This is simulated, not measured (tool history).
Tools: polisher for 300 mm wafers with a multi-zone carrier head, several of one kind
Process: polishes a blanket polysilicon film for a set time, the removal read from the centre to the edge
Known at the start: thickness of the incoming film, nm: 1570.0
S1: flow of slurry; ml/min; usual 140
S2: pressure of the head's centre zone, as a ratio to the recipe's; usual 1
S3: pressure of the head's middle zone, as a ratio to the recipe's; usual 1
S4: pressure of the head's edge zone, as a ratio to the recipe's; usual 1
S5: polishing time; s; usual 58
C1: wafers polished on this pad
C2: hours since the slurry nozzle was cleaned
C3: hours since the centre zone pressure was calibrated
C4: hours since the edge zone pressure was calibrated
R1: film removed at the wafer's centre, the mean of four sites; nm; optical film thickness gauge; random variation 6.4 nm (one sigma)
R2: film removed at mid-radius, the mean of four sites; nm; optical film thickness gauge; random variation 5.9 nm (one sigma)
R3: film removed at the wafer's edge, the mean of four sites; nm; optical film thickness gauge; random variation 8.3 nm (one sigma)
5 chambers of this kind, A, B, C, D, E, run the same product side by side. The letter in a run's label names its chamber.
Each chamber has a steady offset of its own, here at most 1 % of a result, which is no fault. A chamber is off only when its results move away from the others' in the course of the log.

{"hour": 1.3, "done": "chamber B: worn pad replaced by a new one"}
{"hour": 3.2, "done": "chamber C: worn pad replaced by a new one"}
{"run": "1C", "hour": 3.6, "S1": 140, "S2": 1, "S3": 1, "S4": 1, "S5": 58, "C1": 7, "C2": 248.9, "C3": 416.9, "C4": 338.1, "R1": 632.78, "R2": 636.19, "R3": 646.09}
{"run": "2D", "hour": 7.4, "S1": 140, "S2": 1, "S3": 1, "S4": 1, "S5": 58, "C1": 683, "C2": 568.6, "C3": 593.2, "C4": 186.3, "R1": 628.81, "R2": 632.63, "R3": 626.41}
{"run": "3B", "hour": 10.3, "S1": 140, "S2": 1, "S3": 1, "S4": 1, "S5": 58, "C1": 132, "C2": 141.5, "C3": 118.1, "C4": 584.6, "R1": 640.42, "R2": 631.37, "R3": 652.06}
{"run": "4A", "hour": 12.2, "S1": 140, "S2": 1, "S3": 1, "S4": 1, "S5": 58, "C1": 220, "C2": 456.1, "C3": 831.4, "C4": 199.9, "R1": 636.49, "R2": 639.27, "R3": 635.11}
{"run": "5E", "hour": 14.8, "S1": 140, "S2": 1, "S3": 1, "S4": 1, "S5": 58, "C1": 942, "C2": 397.2, "C3": 183.8, "C4": 188.9, "R1": 642.18, "R2": 636.8, "R3": 646.07}
{"run": "6E", "hour": 18.4, "S1": 140, "S2": 1, "S3": 1, "S4": 1, "S5": 58, "C1": 994, "C2": 400.8, "C3": 187.4, "C4": 192.5, "R1": 638.31, "R2": 639.79, "R3": 643.13}
{"run": "7D", "hour": 21.8, "S1": 140, "S2": 1, "S3": 1, "S4": 1, "S5": 58, "C1": 893, "C2": 583, "C3": 607.6, "C4": 200.7, "R1": 624.09, "R2": 636.82, "R3": 635.99}
{"hour": 24.1, "done": "chamber E: worn pad replaced by a new one"}
{"run": "8A", "hour": 24.9, "S1": 140, "S2": 1, "S3": 1, "S4": 1, "S5": 58, "C1": 405, "C2": 468.8, "C3": 844.1, "C4": 212.6, "R1": 630.22, "R2": 632.13, "R3": 629.98}
{"hour": 25.1, "done": "chamber D: worn pad replaced by a new one"}
{"run": "9B", "hour": 28.3, "S1": 140, "S2": 1, "S3": 1, "S4": 1, "S5": 44, "C1": 394, "C2": 159.5, "C3": 136.1, "C4": 602.6, "R1": 483.81, "R2": 483.64, "R3": 475.52}
{"hour": 29.4, "done": "chamber A: worn pad replaced by a new one"}
{"run": "10C", "hour": 31.4, "S1": 140, "S2": 1, "S3": 1, "S4": 1, "S5": 44, "C1": 412, "C2": 276.7, "C3": 444.7, "C4": 365.9, "R1": 474.77, "R2": 488.02, "R3": 490.96}
{"run": "11A", "hour": 34.0, "S1": 140, "S2": 1, "S3": 1, "S4": 1, "S5": 44, "C1": 67, "C2": 477.9, "C3": 853.2, "C4": 221.7, "R1": 482.74, "R2": 484.04, "R3": 489.43}
{"run": "12C", "hour": 35.9, "S1": 140, "S2": 1, "S3": 1, "S4": 1, "S5": 44, "C1": 478, "C2": 281.2, "C3": 449.2, "C4": 370.4, "R1": 477.35, "R2": 483.21, "R3": 483.44}
{"hour": 36.4, "done": "chamber C: worn pad replaced by a new one"}
{"run": "13D", "hour": 39.1, "S1": 140, "S2": 1, "S3": 1, "S4": 1, "S5": 44, "C1": 204, "C2": 600.3, "C3": 624.9, "C4": 218, "R1": 473.54, "R2": 480.28, "R3": 486.21}
{"run": "14E", "hour": 42.3, "S1": 140, "S2": 1, "S3": 1, "S4": 1, "S5": 58, "C1": 265, "C2": 424.7, "C3": 211.3, "C4": 216.4, "R1": 633.01, "R2": 627.48, "R3": 640.42}
{"run": "15B", "hour": 46.1, "S1": 140, "S2": 1, "S3": 1, "S4": 1, "S5": 58, "C1": 654, "C2": 177.3, "C3": 153.9, "C4": 620.4, "R1": 622.59, "R2": 624.4, "R3": 620.64}
{"run": "16A", "hour": 49.9, "S1": 140, "S2": 1, "S3": 1, "S4": 1, "S5": 58, "C1": 299, "C2": 493.8, "C3": 869.1, "C4": 237.6, "R1": 630.63, "R2": 638, "R3": 638.97}
{"run": "17C", "hour": 53.5, "S1": 140, "S2": 1, "S3": 1, "S4": 1, "S5": 58, "C1": 249, "C2": 298.8, "C3": 466.8, "C4": 388, "R1": 630.31, "R2": 640.01, "R3": 642.36}
{"run": "18E", "hour": 57.0, "S1": 140, "S2": 1, "S3": 1, "S4": 1, "S5": 58, "C1": 480, "C2": 439.4, "C3": 226, "C4": 231.1, "R1": 636.65, "R2": 637.52, "R3": 639.24}
{"hour": 58.5, "done": "chamber C: centre zone pressure recalibrated"}
{"run": "19D", "hour": 58.9, "S1": 140, "S2": 1, "S3": 1, "S4": 1, "S5": 58, "C1": 493, "C2": 620.1, "C3": 644.7, "C4": 237.8, "R1": 626.5, "R2": 637.67, "R3": 623.55}
{"run": "20B", "hour": 61.4, "S1": 140, "S2": 1, "S3": 1, "S4": 1, "S5": 58, "C1": 877, "C2": 192.6, "C3": 169.2, "C4": 635.7, "R1": 628.61, "R2": 631.8, "R3": 626.02}
{"run": "21E", "hour": 65.1, "S1": 140, "S2": 1, "S3": 1, "S4": 1, "S5": 58, "C1": 598, "C2": 447.5, "C3": 234.1, "C4": 239.2, "R1": 644.72, "R2": 650.46, "R3": 631.04}
{"hour": 67.0, "done": "chamber C: worn pad replaced by a new one"}
{"run": "22C", "hour": 68.1, "S1": 140, "S2": 1, "S3": 1, "S4": 1, "S5": 58, "C1": 16, "C2": 313.4, "C3": 9.6, "C4": 402.6, "R1": 570.53, "R2": 638.65, "R3": 642.06}
{"hour": 69.2, "done": "chamber A: worn pad replaced by a new one"}
{"run": "23B", "hour": 72.2, "S1": 140, "S2": 1, "S3": 1, "S4": 1, "S5": 58, "C1": 1034, "C2": 203.4, "C3": 180, "C4": 646.5, "R1": 633.09, "R2": 623.58, "R3": 615.53}
{"run": "24D", "hour": 74.5, "S1": 140, "S2": 1.08, "S3": 1, "S4": 1, "S5": 58, "C1": 720, "C2": 635.7, "C3": 660.3, "C4": 253.4, "R1": 689.4, "R2": 635.33, "R3": 639.96}
{"run": "25A", "hour": 76.8, "S1": 140, "S2": 1.08, "S3": 1, "S4": 1, "S5": 58, "C1": 111, "C2": 520.7, "C3": 896, "C4": 264.5, "R1": 697.2, "R2": 631.07, "R3": 649.85}
{"run": "26E", "hour": 80.5, "S1": 140, "S2": 1.08, "S3": 1, "S4": 1, "S5": 58, "C1": 822, "C2": 462.9, "C3": 249.5, "C4": 254.6, "R1": 683.99, "R2": 627.02, "R3": 627.83}
{"run": "27B", "hour": 83.6, "S1": 140, "S2": 1.08, "S3": 1, "S4": 1, "S5": 58, "C1": 1201, "C2": 214.8, "C3": 191.4, "C4": 657.9, "R1": 688.07, "R2": 626.18, "R3": 624.07}
{"hour": 85.2, "done": "chamber D: slurry nozzle cleaned"}
{"run": "28A", "hour": 87.6, "S1": 140, "S2": 1.08, "S3": 1, "S4": 1, "S5": 58, "C1": 268, "C2": 531.5, "C3": 906.8, "C4": 275.3, "R1": 698.37, "R2": 638.96, "R3": 627.05}
{"hour": 89.1, "done": "chamber B: worn pad replaced by a new one"}
{"hour": 91.2, "done": "chamber C: edge zone pressure recalibrated"}
{"run": "29C", "hour": 91.3, "S1": 140, "S2": 1, "S3": 1, "S4": 1, "S5": 58, "C1": 354, "C2": 336.6, "C3": 32.8, "C4": 0.2, "R1": 562.59, "R2": 633.05, "R3": 640.7}
{"hour": 94.7, "done": "chamber E: worn pad replaced by a new one"}
{"run": "30D", "hour": 95.0, "S1": 140, "S2": 1.07, "S3": 1, "S4": 1, "S5": 46, "C1": 1019, "C2": 9.8, "C3": 680.8, "C4": 273.9, "R1": 532.57, "R2": 500.75, "R3": 497.95}
{"run": "31B", "hour": 97.4, "S1": 140, "S2": 1.07, "S3": 1, "S4": 1, "S5": 46, "C1": 121, "C2": 228.6, "C3": 205.2, "C4": 671.7, "R1": 537.98, "R2": 506.35, "R3": 494.4}
{"run": "32E", "hour": 101.4, "S1": 140, "S2": 1.07, "S3": 1, "S4": 1, "S5": 46, "C1": 99, "C2": 483.8, "C3": 270.4, "C4": 275.5, "R1": 537.7, "R2": 505.92, "R3": 508.82}
{"run": "33A", "hour": 104.9, "S1": 140, "S2": 1.07, "S3": 1, "S4": 1, "S5": 46, "C1": 521, "C2": 548.8, "C3": 924.1, "C4": 292.6, "R1": 536.46, "R2": 511.79, "R3": 490.69}

Next, every chamber runs the same settings. What will each give?
{"run": "34A", "hour": 107.9, "S1": 140, "S2": 1.1, "S3": 1, "S4": 1, "S5": 58, "R1": "?", "R2": "?", "R3": "?"}
{"run": "34B", "hour": 107.9, "S1": 140, "S2": 1.1, "S3": 1, "S4": 1, "S5": 58, "R1": "?", "R2": "?", "R3": "?"}
{"run": "34C", "hour": 107.9, "S1": 140, "S2": 1.1, "S3": 1, "S4": 1, "S5": 58, "R1": "?", "R2": "?", "R3": "?"}
{"run": "34D", "hour": 107.9, "S1": 140, "S2": 1.1, "S3": 1, "S4": 1, "S5": 58, "R1": "?", "R2": "?", "R3": "?"}
{"run": "34E", "hour": 107.9, "S1": 140, "S2": 1.1, "S3": 1, "S4": 1, "S5": 58, "R1": "?", "R2": "?", "R3": "?"}

run=34A R1=697.37 R2=643.63 R3=632.05
run=34B R1=702.81 R2=637.08 R3=629.87
run=34C R1=623.96 R2=637.22 R3=640.36
run=34D R1=700.25 R2=632.78 R3=634.14
run=34E R1=717.41 R2=634.51 R3=644.18
